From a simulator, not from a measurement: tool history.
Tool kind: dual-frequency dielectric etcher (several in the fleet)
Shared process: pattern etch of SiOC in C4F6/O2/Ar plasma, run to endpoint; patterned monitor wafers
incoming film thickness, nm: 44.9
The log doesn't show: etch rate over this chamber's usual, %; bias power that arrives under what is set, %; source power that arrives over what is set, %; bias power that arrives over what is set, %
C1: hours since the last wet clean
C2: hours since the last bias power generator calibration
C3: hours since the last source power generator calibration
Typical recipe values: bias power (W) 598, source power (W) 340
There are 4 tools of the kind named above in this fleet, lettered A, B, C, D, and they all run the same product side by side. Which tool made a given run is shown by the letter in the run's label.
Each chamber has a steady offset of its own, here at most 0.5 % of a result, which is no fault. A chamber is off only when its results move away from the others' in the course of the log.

run 1B hour=4.9 | bias_power_(W)=598 source_power_(W)=340 | C1=440.5 C2=2303.7 C3=284.4 | endpoint_time_(s)=15.106
run 2A hour=9.2 | bias_power_(W)=598 source_power_(W)=340 | C1=435.8 C2=4404.6 C3=2293.2 | endpoint_time_(s)=15.093
-- hour=10.6 chamber C: source power generator calibrated
run 3D hour=13.1 | bias_power_(W)=598 source_power_(W)=340 | C1=51.5 C2=1905.7 C3=3901.9 | endpoint_time_(s)=14.925
-- hour=15 chamber B: wet clean of the chamber
-- hour=16.4 chamber A: wet clean of the chamber
run 4C hour=18.2 | bias_power_(W)=598 source_power_(W)=340 | C1=543.1 C2=432.6 C3=7.7 | endpoint_time_(s)=15.019
run 5D hour=21.9 | bias_power_(W)=598 source_power_(W)=340 | C1=60.3 C2=1914.5 C3=3910.7 | endpoint_time_(s)=14.83
run 6C hour=28.8 | bias_power_(W)=598 source_power_(W)=340 | C1=553.7 C2=443.2 C3=18.3 | endpoint_time_(s)=15.022
run 7B hour=36 | bias_power_(W)=598 source_power_(W)=340 | C1=21.1 C2=2334.8 C3=315.5 | endpoint_time_(s)=15.063
run 8A hour=40 | bias_power_(W)=598 source_power_(W)=340 | C1=23.6 C2=4435.4 C3=2324 | endpoint_time_(s)=15.063
run 9D hour=45.2 | bias_power_(W)=598 source_power_(W)=340 | C1=83.6 C2=1937.8 C3=3934 | endpoint_time_(s)=14.874
run 10C hour=49.4 | bias_power_(W)=598 source_power_(W)=340 | C1=574.3 C2=463.8 C3=38.9 | endpoint_time_(s)=14.982
run 11B hour=55.6 | bias_power_(W)=598 source_power_(W)=340 | C1=40.7 C2=2354.4 C3=335.1 | endpoint_time_(s)=15.03
run 12A hour=59 | bias_power_(W)=598 source_power_(W)=340 | C1=42.6 C2=4454.4 C3=2343 | endpoint_time_(s)=15.007
-- hour=65 chamber C: wet clean of the chamber
run 13B hour=66.2 | bias_power_(W)=598 source_power_(W)=340 | C1=51.3 C2=2365 C3=345.7 | endpoint_time_(s)=15.015
run 14D hour=73.1 | bias_power_(W)=598 source_power_(W)=340 | C1=111.5 C2=1965.7 C3=3961.9 | endpoint_time_(s)=14.881
run 15A hour=78.1 | bias_power_(W)=598 source_power_(W)=340 | C1=61.7 C2=4473.5 C3=2362.1 | endpoint_time_(s)=15.023
run 16C hour=81.8 | bias_power_(W)=530 source_power_(W)=290 | C1=16.9 C2=496.2 C3=71.3 | endpoint_time_(s)=15.848
run 17B hour=86.5 | bias_power_(W)=530 source_power_(W)=290 | C1=71.6 C2=2385.3 C3=366 | endpoint_time_(s)=16.624
run 18A hour=91.7 | bias_power_(W)=530 source_power_(W)=290 | C1=75.3 C2=4487.1 C3=2375.7 | endpoint_time_(s)=16.701
run 19C hour=95.8 | bias_power_(W)=530 source_power_(W)=290 | C1=30.9 C2=510.2 C3=85.3 | endpoint_time_(s)=15.717
run 20D hour=101.3 | bias_power_(W)=598 source_power_(W)=340 | C1=139.7 C2=1993.9 C3=3990.1 | endpoint_time_(s)=14.933
run 21C hour=104.9 | bias_power_(W)=598 source_power_(W)=340 | C1=40 C2=519.3 C3=94.4 | endpoint_time_(s)=14.231
run 22A hour=108.9 | bias_power_(W)=598 source_power_(W)=340 | C1=92.5 C2=4504.3 C3=2392.9 | endpoint_time_(s)=15.042
run 23D hour=112.1 | bias_power_(W)=598 source_power_(W)=340 | C1=150.5 C2=2004.7 C3=4000.9 | endpoint_time_(s)=14.8
run 24B hour=115.9 | bias_power_(W)=598 source_power_(W)=340 | C1=101 C2=2414.7 C3=395.4 | endpoint_time_(s)=15.025
run 25A hour=123.3 | bias_power_(W)=598 source_power_(W)=340 | C1=106.9 C2=4518.7 C3=2407.3 | endpoint_time_(s)=14.98
run 26D hour=130.7 | bias_power_(W)=598 source_power_(W)=340 | C1=169.1 C2=2023.3 C3=4019.5 | endpoint_time_(s)=14.927
run 27B hour=138.2 | bias_power_(W)=598 source_power_(W)=340 | C1=123.3 C2=2437 C3=417.7 | endpoint_time_(s)=15.059
run 28C hour=143.8 | bias_power_(W)=598 source_power_(W)=340 | C1=78.9 C2=558.2 C3=133.3 | endpoint_time_(s)=14.181
run 29A hour=151.1 | bias_power_(W)=598 source_power_(W)=340 | C1=134.7 C2=4546.5 C3=2435.1 | endpoint_time_(s)=15.053
run 30B hour=154.6 | bias_power_(W)=521 source_power_(W)=280 | C1=139.7 C2=2453.4 C3=434.1 | endpoint_time_(s)=17.029
run 31C hour=159.2 | bias_power_(W)=521 source_power_(W)=280 | C1=94.3 C2=573.6 C3=148.7 | endpoint_time_(s)=16.221
run 32D hour=165.2 | bias_power_(W)=521 source_power_(W)=280 | C1=203.6 C2=2057.8 C3=4054 | endpoint_time_(s)=16.79
run 33B hour=170.8 | bias_power_(W)=521 source_power_(W)=280 | C1=155.9 C2=2469.6 C3=450.3 | endpoint_time_(s)=17.018
run 34C hour=177.2 | bias_power_(W)=598 source_power_(W)=340 | C1=112.3 C2=591.6 C3=166.7 | endpoint_time_(s)=14.23
run 35A hour=184.4 | bias_power_(W)=662 source_power_(W)=340 | C1=168 C2=4579.8 C3=2468.4 | endpoint_time_(s)=14.43
run 36D hour=190.5 | bias_power_(W)=662 source_power_(W)=340 | C1=228.9 C2=2083.1 C3=4079.3 | endpoint_time_(s)=14.23
run 37D hour=196.4 | bias_power_(W)=662 source_power_(W)=340 | C1=234.8 C2=2089 C3=4085.2 | endpoint_time_(s)=14.337

Each of the 4 chambers runs these same settings next. Fill in every chamber's results:
run 38A hour=201.8 | bias_power_(W)=598 source_power_(W)=340 | endpoint_time_(s)=?
run 38B hour=201.8 | bias_power_(W)=598 source_power_(W)=340 | endpoint_time_(s)=?
run 38C hour=201.8 | bias_power_(W)=598 source_power_(W)=340 | endpoint_time_(s)=?
run 38D hour=201.8 | bias_power_(W)=598 source_power_(W)=340 | endpoint_time_(s)=?

run=38A endpoint_time_(s)=15.007
run=38B endpoint_time_(s)=14.964
run=38C endpoint_time_(s)=14.259
run=38D endpoint_time_(s)=14.833
